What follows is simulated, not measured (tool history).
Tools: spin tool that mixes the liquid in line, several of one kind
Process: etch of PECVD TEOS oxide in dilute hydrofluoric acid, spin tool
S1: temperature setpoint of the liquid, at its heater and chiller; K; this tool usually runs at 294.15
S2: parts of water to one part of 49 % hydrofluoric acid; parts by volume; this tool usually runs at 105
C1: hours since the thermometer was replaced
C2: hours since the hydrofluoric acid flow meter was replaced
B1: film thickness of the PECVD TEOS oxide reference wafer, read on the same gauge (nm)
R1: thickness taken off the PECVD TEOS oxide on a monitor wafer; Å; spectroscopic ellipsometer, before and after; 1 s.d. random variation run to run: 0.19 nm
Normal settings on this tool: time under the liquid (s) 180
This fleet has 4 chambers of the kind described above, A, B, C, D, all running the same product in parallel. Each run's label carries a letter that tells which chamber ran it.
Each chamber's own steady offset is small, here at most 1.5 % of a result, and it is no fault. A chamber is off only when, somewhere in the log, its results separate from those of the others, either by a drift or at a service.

run 1B day=0.238 | S1=294.15 S2=105 time_under_the_liquid_(s)=180 | C1=1997.3 C2=892.2 | B1=49.996 | R1=267.19
run 2C day=0.450 | S1=294.15 S2=105 time_under_the_liquid_(s)=180 | C1=509.3 C2=646.5 | B1=50.001 | R1=273.62
run 3D day=0.608 | S1=294.15 S2=105 time_under_the_liquid_(s)=180 | C1=1392.8 C2=132.5 | B1=50.001 | R1=269.86
run 4A day=0.850 | S1=294.15 S2=105 time_under_the_liquid_(s)=180 | C1=1165.2 C2=208.2 | B1=49.979 | R1=270.52
run 5D day=1.038 | S1=294.15 S2=105 time_under_the_liquid_(s)=180 | C1=1403.1 C2=142.8 | B1=49.991 | R1=268.01
run 6C day=1.179 | S1=294.15 S2=105 time_under_the_liquid_(s)=180 | C1=526.8 C2=664.0 | B1=50.008 | R1=271.54
run 7A day=1.383 | S1=294.15 S2=105 time_under_the_liquid_(s)=180 | C1=1178.0 C2=221.0 | B1=50.019 | R1=270.28
run 8B day=1.612 | S1=294.15 S2=105 time_under_the_liquid_(s)=180 | C1=2030.3 C2=925.2 | B1=50.012 | R1=270.08
run 9A day=1.767 | S1=294.15 S2=105 time_under_the_liquid_(s)=180 | C1=1187.2 C2=230.2 | B1=50.039 | R1=263.49
run 10B day=2.004 | S1=294.15 S2=105 time_under_the_liquid_(s)=180 | C1=2039.7 C2=934.6 | B1=50.041 | R1=273.16
run 11D day=2.192 | S1=294.15 S2=105 time_under_the_liquid_(s)=180 | C1=1430.8 C2=170.5 | B1=50.010 | R1=268.40
run 12C day=2.358 | S1=294.15 S2=105 time_under_the_liquid_(s)=180 | C1=555.1 C2=692.3 | B1=49.982 | R1=270.34
run 13B day=2.546 | S1=294.15 S2=105 time_under_the_liquid_(s)=180 | C1=2052.7 C2=947.6 | B1=49.996 | R1=274.18
run 14D day=2.708 | S1=294.15 S2=105 time_under_the_liquid_(s)=180 | C1=1443.2 C2=182.9 | B1=49.968 | R1=272.57
run 15A day=2.858 | S1=294.15 S2=105 time_under_the_liquid_(s)=180 | C1=1213.4 C2=256.4 | B1=49.999 | R1=261.20
run 16C day=3.038 | S1=294.15 S2=105 time_under_the_liquid_(s)=180 | C1=571.4 C2=708.6 | B1=50.037 | R1=270.09
run 17A day=3.175 | S1=294.15 S2=105 time_under_the_liquid_(s)=180 | C1=1221.0 C2=264.0 | B1=49.997 | R1=264.53
run 18D day=3.400 | S1=294.15 S2=105 time_under_the_liquid_(s)=180 | C1=1459.8 C2=199.5 | B1=49.996 | R1=269.75
run 19B day=3.612 | S1=294.15 S2=105 time_under_the_liquid_(s)=180 | C1=2078.3 C2=973.2 | B1=49.969 | R1=272.97
run 20C day=3.779 | S1=294.15 S2=105 time_under_the_liquid_(s)=180 | C1=589.2 C2=726.4 | B1=49.975 | R1=271.09
run 21D day=4.025 | S1=298.65 S2=75 time_under_the_liquid_(s)=180 | C1=1474.8 C2=214.5 | B1=49.989 | R1=461.48
run 22A day=4.279 | S1=298.65 S2=75 time_under_the_liquid_(s)=180 | C1=1247.5 C2=290.5 | B1=50.026 | R1=459.59
run 23C day=4.483 | S1=298.65 S2=75 time_under_the_liquid_(s)=180 | C1=606.1 C2=743.3 | B1=50.005 | R1=479.45
run 24B day=4.746 | S1=298.65 S2=75 time_under_the_liquid_(s)=180 | C1=2105.5 C2=1000.4 | B1=50.008 | R1=469.49
run 25B day=4.971 | S1=294.15 S2=105 time_under_the_liquid_(s)=180 | C1=2110.9 C2=1005.8 | B1=50.051 | R1=273.57
run 26D day=5.171 | S1=294.15 S2=105 time_under_the_liquid_(s)=180 | C1=1502.3 C2=242.0 | B1=50.009 | R1=269.75
run 27A day=5.304 | S1=294.15 S2=105 time_under_the_liquid_(s)=180 | C1=1272.1 C2=315.1 | B1=49.997 | R1=258.55
run 28C day=5.438 | S1=294.15 S2=105 time_under_the_liquid_(s)=180 | C1=629.0 C2=766.2 | B1=50.003 | R1=274.35
run 29A day=5.617 | S1=291.65 S2=65 time_under_the_liquid_(s)=180 | C1=1279.6 C2=322.6 | B1=50.011 | R1=399.89
run 30B day=5.771 | S1=291.65 S2=65 time_under_the_liquid_(s)=180 | C1=2130.1 C2=1025.0 | B1=49.981 | R1=408.92
run 31C day=5.992 | S1=291.65 S2=65 time_under_the_liquid_(s)=180 | C1=642.3 C2=779.5 | B1=49.997 | R1=424.58
run 32D day=6.129 | S1=291.65 S2=65 time_under_the_liquid_(s)=180 | C1=1525.3 C2=265.0 | B1=49.991 | R1=407.90
run 33D day=6.262 | S1=294.15 S2=105 time_under_the_liquid_(s)=180 | C1=1528.5 C2=268.2 | B1=49.998 | R1=268.96
run 34A day=6.446 | S1=294.15 S2=105 time_under_the_liquid_(s)=180 | C1=1299.5 C2=342.5 | B1=50.043 | R1=255.31
run 35B day=6.671 | S1=294.15 S2=105 time_under_the_liquid_(s)=180 | C1=2151.7 C2=1046.6 | B1=49.955 | R1=269.39
run 36C day=6.867 | S1=294.15 S2=105 time_under_the_liquid_(s)=180 | C1=663.3 C2=800.5 | B1=50.010 | R1=271.33
run 37B day=7.104 | S1=294.15 S2=105 time_under_the_liquid_(s)=180 | C1=2162.1 C2=1057.0 | B1=49.945 | R1=272.77
run 38D day=7.312 | S1=294.15 S2=105 time_under_the_liquid_(s)=180 | C1=1553.7 C2=293.4 | B1=50.002 | R1=269.54
run 39C day=7.425 | S1=294.15 S2=105 time_under_the_liquid_(s)=180 | C1=676.7 C2=813.9 | B1=50.043 | R1=272.35
run 40A day=7.579 | S1=294.15 S2=105 time_under_the_liquid_(s)=180 | C1=1326.7 C2=369.7 | B1=49.998 | R1=252.82
run 41C day=7.771 | S1=294.15 S2=105 time_under_the_liquid_(s)=180 | C1=685.0 C2=822.2 | B1=50.000 | R1=273.52
run 42B day=7.896 | S1=294.15 S2=80 time_under_the_liquid_(s)=180 | C1=2181.1 C2=1076.0 | B1=49.984 | R1=365.27

Has any chamber moved away from the others, gradually or after a service, or does the common gauge drift, or do the chambers differ only by their own small steady offsets? State the chamber and the most likely cause if one applies.

Chamber A drifts away from the others.
What lies behind it: liquid colder than its thermometer reads (K) = 1.7.
It could be hard to tell apart here from: hydrofluoric acid flow below the setpoint (%).

Below are 4 candidate recipes for chamber A's next run, each the usual settings with a change, their results shown as question marks. Which of them brings A's results back in line with what the other chambers give on the usual settings?
In line here means within this much of the mean the other chambers give on the usual settings: R1 6.80 Å
run 43A-1 day=8.079 | S1=294.15 S2=100 time_under_the_liquid_(s)=195 | R1=?
run 43A-2 day=8.079 | S1=294.15 S2=110 time_under_the_liquid_(s)=165 | R1=?
run 43A-3 day=8.079 | S1=292.15 S2=105 time_under_the_liquid_(s)=180 | R1=?
run 43A-4 day=8.079 | S1=294.15 S2=100 time_under_the_liquid_(s)=185 | R1=?

Mean of the other chambers on the usual settings: R1 271.20 Å
run=43A-1 R1=288.76
run=43A-2 R1=219.36
run=43A-3 R1=232.32
run=43A-4 R1=273.96
43A-4 is the one that brings the chamber's results back in line with the other chambers.
